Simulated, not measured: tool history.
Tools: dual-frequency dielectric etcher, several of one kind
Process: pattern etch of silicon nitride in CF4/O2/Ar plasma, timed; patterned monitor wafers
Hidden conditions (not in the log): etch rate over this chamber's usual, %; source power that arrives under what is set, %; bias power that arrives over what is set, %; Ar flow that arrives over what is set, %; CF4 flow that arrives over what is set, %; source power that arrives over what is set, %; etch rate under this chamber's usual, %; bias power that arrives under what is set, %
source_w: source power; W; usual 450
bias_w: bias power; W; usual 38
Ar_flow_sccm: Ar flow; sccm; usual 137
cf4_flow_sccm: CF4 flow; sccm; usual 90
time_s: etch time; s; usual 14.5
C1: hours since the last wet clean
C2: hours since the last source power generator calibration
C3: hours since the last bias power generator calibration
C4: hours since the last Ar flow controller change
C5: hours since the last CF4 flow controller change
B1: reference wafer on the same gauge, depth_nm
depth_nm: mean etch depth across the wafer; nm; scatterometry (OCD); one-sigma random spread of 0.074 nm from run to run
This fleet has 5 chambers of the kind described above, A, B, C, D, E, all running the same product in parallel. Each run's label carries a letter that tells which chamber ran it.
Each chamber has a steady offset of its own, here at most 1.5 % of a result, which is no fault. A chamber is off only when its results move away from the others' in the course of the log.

Run 1E, hour 8.2: usual settings; C1 443.6; C2 2142.7; C3 2120.0; C4 3239.6; C5 3358.7; B1 25.397. Result: depth_nm 21.542 nm.
At hour 19.8: chamber B: wet clean of the chamber.
Run 2C, hour 20.7: usual settings; C1 214.3; C2 979.8; C3 323.3; C4 2367.2; C5 722.7; B1 25.392. Result: depth_nm 21.685 nm.
Run 3D, hour 27.6: usual settings; C1 427.2; C2 2741.9; C3 1746.7; C4 4836.5; C5 1514.0; B1 25.385. Result: depth_nm 21.468 nm.
Run 4B, hour 40.9: usual settings; C1 21.2; C2 1868.8; C3 451.9; C4 1400.2; C5 1572.4; B1 25.388. Result: depth_nm 21.308 nm.
Run 5A, hour 50.6: usual settings; C1 267.5; C2 1226.3; C3 1002.6; C4 550.4; C5 1438.5; B1 25.396. Result: depth_nm 21.289 nm.
Run 6B, hour 57.7: usual settings but bias_w 30 W; C1 38.0; C2 1885.6; C3 468.7; C4 1417.0; C5 1589.2; B1 25.397. Result: depth_nm 19.473 nm.
Run 7A, hour 67.1: usual settings but bias_w 30 W; C1 284.0; C2 1242.8; C3 1019.1; C4 566.9; C5 1455.0; B1 25.407. Result: depth_nm 19.528 nm.
Run 8C, hour 74.7: usual settings but bias_w 30 W; C1 268.3; C2 1033.8; C3 377.3; C4 2421.2; C5 776.7; B1 25.399. Result: depth_nm 19.756 nm.
Run 9D, hour 87.3: usual settings but bias_w 30 W; C1 486.9; C2 2801.6; C3 1806.4; C4 4896.2; C5 1573.7; B1 25.399. Result: depth_nm 19.591 nm.
Run 10E, hour 98.7: usual settings but bias_w 30 W; C1 534.1; C2 2233.2; C3 2210.5; C4 3330.1; C5 3449.2; B1 25.394. Result: depth_nm 19.683 nm.
Run 11A, hour 104.7: usual settings; C1 321.6; C2 1280.4; C3 1056.7; C4 604.5; C5 1492.6; B1 25.410. Result: depth_nm 21.269 nm.
Run 12B, hour 115.3: usual settings; C1 95.6; C2 1943.2; C3 526.3; C4 1474.6; C5 1646.8; B1 25.416. Result: depth_nm 21.283 nm.
At hour 115.7: chamber D: Ar flow controller replaced.
Run 13E, hour 122.6: usual settings; C1 558.0; C2 2257.1; C3 2234.4; C4 3354.0; C5 3473.1; B1 25.417. Result: depth_nm 21.464 nm.
At hour 133.1: chamber D: wet clean of the chamber.
Run 14D, hour 136.1: usual settings; C1 3.1; C2 2850.4; C3 1855.2; C4 20.4; C5 1622.5; B1 25.409. Result: depth_nm 22.150 nm.
Run 15C, hour 146.7: usual settings; C1 340.3; C2 1105.8; C3 449.3; C4 2493.2; C5 848.7; B1 25.400. Result: depth_nm 21.619 nm.
Run 16C, hour 159.9: usual settings; C1 353.5; C2 1119.0; C3 462.5; C4 2506.4; C5 861.9; B1 25.405. Result: depth_nm 21.580 nm.
Run 17D, hour 173.5: usual settings; C1 40.5; C2 2887.8; C3 1892.6; C4 57.8; C5 1659.9; B1 25.406. Result: depth_nm 22.218 nm.
Run 18E, hour 183.6: usual settings but source_w 550 W, bias_w 42 W; C1 619.0; C2 2318.1; C3 2295.4; C4 3415.0; C5 3534.1; B1 25.391. Result: depth_nm 26.647 nm.
Run 19A, hour 189.6: usual settings but source_w 550 W, bias_w 42 W; C1 406.5; C2 1365.3; C3 1141.6; C4 689.4; C5 1577.5; B1 25.385. Result: depth_nm 26.208 nm.
Run 20B, hour 202.2: usual settings but source_w 550 W, bias_w 42 W; C1 182.5; C2 2030.1; C3 613.2; C4 1561.5; C5 1733.7; B1 25.397. Result: depth_nm 26.232 nm.
Run 21E, hour 209.1: usual settings but source_w 550 W, bias_w 42 W; C1 644.5; C2 2343.6; C3 2320.9; C4 3440.5; C5 3559.6; B1 25.381. Result: depth_nm 26.368 nm.
Run 22B, hour 217.0: usual settings but source_w 550 W, bias_w 42 W; C1 197.3; C2 2044.9; C3 628.0; C4 1576.3; C5 1748.5; B1 25.433. Result: depth_nm 26.048 nm.
Run 23A, hour 228.3: usual settings; C1 445.2; C2 1404.0; C3 1180.3; C4 728.1; C5 1616.2; B1 25.407. Result: depth_nm 21.171 nm.
Run 24C, hour 237.6: usual settings; C1 431.2; C2 1196.7; C3 540.2; C4 2584.1; C5 939.6; B1 25.380. Result: depth_nm 21.591 nm.
Run 25D, hour 243.8: usual settings; C1 110.8; C2 2958.1; C3 1962.9; C4 128.1; C5 1730.2; B1 25.390. Result: depth_nm 22.317 nm.
Run 26E, hour 253.3: usual settings; C1 688.7; C2 2387.8; C3 2365.1; C4 3484.7; C5 3603.8; B1 25.406. Result: depth_nm 21.542 nm.
Run 27C, hour 261.1: usual settings; C1 454.7; C2 1220.2; C3 563.7; C4 2607.6; C5 963.1; B1 25.405. Result: depth_nm 21.769 nm.
At hour 266.6: chamber A: wet clean of the chamber.
At hour 270.4: chamber D: source power generator calibrated.
Run 28D, hour 271.2: usual settings; C1 138.2; C2 0.9; C3 1990.3; C4 155.5; C5 1757.6; B1 25.393. Result: depth_nm 22.263 nm.
Run 29B, hour 279.3: usual settings but source_w 340 W, cf4_flow_sccm 83 sccm; C1 259.6; C2 2107.2; C3 690.3; C4 1638.6; C5 1810.8; B1 25.389. Result: depth_nm 16.286 nm.
Run 30A, hour 285.6: usual settings but source_w 340 W, cf4_flow_sccm 83 sccm; C1 19.1; C2 1461.3; C3 1237.6; C4 785.4; C5 1673.5; B1 25.389. Result: depth_nm 16.491 nm.
At hour 290.0: chamber E: wet clean of the chamber.
Run 31A, hour 299.2: usual settings but source_w 340 W, cf4_flow_sccm 83 sccm; C1 32.7; C2 1474.9; C3 1251.2; C4 799.0; C5 1687.1; B1 25.397. Result: depth_nm 16.505 nm.
Run 32D, hour 306.1: usual settings but source_w 340 W, cf4_flow_sccm 83 sccm; C1 173.1; C2 35.8; C3 2025.2; C4 190.4; C5 1792.5; B1 25.406. Result: depth_nm 17.259 nm.
Run 33E, hour 312.3: usual settings but source_w 340 W, cf4_flow_sccm 83 sccm; C1 22.4; C2 2446.8; C3 2424.1; C4 3543.7; C5 3662.8; B1 25.414. Result: depth_nm 16.629 nm.

Decide between three cases: one chamber stands off from its peers, the gauge reading all wafers drifts, or nothing is wrong past each chamber's small offset. Where a chamber is off, say which and what most likely put it there.

A service left chamber D off against the others.
Likeliest cause: etch rate over this chamber's usual, % = 3.85.

Here are 4 candidates for chamber D's next run, each the usual settings with a change, their results left as question marks. Which one brings its results back in line with what the others give on the usual settings?
Allowed miss from the other chambers' usual-settings mean, per result, to count as in line: depth_nm 0.260 nm
Run 34D-1, hour 322.1: usual settings but bias_w 42 W, Ar_flow_sccm 132 sccm. Result: depth_nm ?.
Run 34D-2, hour 322.1: usual settings but source_w 440 W. Result: depth_nm ?.
Run 34D-3, hour 322.1: usual settings but Ar_flow_sccm 171 sccm. Result: depth_nm ?.
Run 34D-4, hour 322.1: usual settings but cf4_flow_sccm 100 sccm. Result: depth_nm ?.

Mean of the other chambers on the usual settings: depth_nm 21.375 nm
  run  depth_nm
34D-1    23.245
34D-2    21.819
34D-3    21.479
34D-4    22.608
Change 34D-3 lands the chamber within the allowed miss of the other chambers.

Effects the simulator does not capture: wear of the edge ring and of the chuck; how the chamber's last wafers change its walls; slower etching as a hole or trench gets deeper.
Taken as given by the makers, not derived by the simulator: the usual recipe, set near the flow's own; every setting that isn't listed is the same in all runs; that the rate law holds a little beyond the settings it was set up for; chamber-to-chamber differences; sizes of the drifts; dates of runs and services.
